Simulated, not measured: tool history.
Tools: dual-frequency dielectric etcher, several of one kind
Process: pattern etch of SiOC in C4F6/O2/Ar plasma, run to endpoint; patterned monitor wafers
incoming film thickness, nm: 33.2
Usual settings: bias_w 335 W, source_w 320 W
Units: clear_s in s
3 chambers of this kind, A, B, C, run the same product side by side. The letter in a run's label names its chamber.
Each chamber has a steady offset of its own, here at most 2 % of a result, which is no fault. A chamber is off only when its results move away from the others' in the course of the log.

run,hour,bias_w,source_w,clear_s
1B,15.5,335,320,14.176
2C,27.2,335,320,14.077
3A,40.0,335,320,14.321
4B,53.9,335,320,14.210
5A,62.5,335,320,14.179
6C,72.9,335,320,13.960
# hour 81.9: chamber A: source power generator calibrated
7B,85.0,335,320,14.090
8C,93.6,335,320,13.810
9A,106.1,310,250,16.136
10C,121.9,310,250,15.609
11A,137.9,310,250,16.134
12B,147.0,335,320,14.172
13A,155.2,335,320,14.200
14C,163.1,335,320,13.718
15B,175.6,335,320,14.124
16C,189.1,335,320,13.701
17A,201.2,335,320,14.259
18B,210.8,335,300,14.579
19C,222.2,335,300,13.941
20A,232.5,335,300,14.743
21B,242.0,335,320,14.097
22A,250.3,335,320,14.131
23C,265.5,335,320,13.512
# hour 271.0: chamber B: source power generator calibrated
24B,281.9,335,320,14.076
25C,289.2,335,320,13.515
26A,301.9,391,320,13.520
27B,309.8,391,320,13.335
28C,319.5,391,320,12.854

What goes on in this fleet: one chamber off, a drifting gauge, or nothing beyond the chambers' own small offsets? Name the chamber and the cause, if any.

Chamber C drifts away from the others.
Cause: etch rate over this chamber's usual, % = 3.94.

Here are 4 candidates for chamber C's next run, each the usual settings with a change, their results left as question marks. Which one brings its results back in line with what the others give on the usual settings?
In line means no further than this from the other chambers' mean on the usual settings: clear_s 0.230 s
29C-1,331.4,335,310,?
29C-2,331.4,335,280,?
29C-3,331.4,359,340,?
29C-4,331.4,335,330,?

The other chambers' mean on the usual settings: clear_s 14.210 s
run,clear_s
29C-1,13.626
29C-2,14.150
29C-3,12.849
29C-4,13.312
29C-2 brings the chamber back in line.
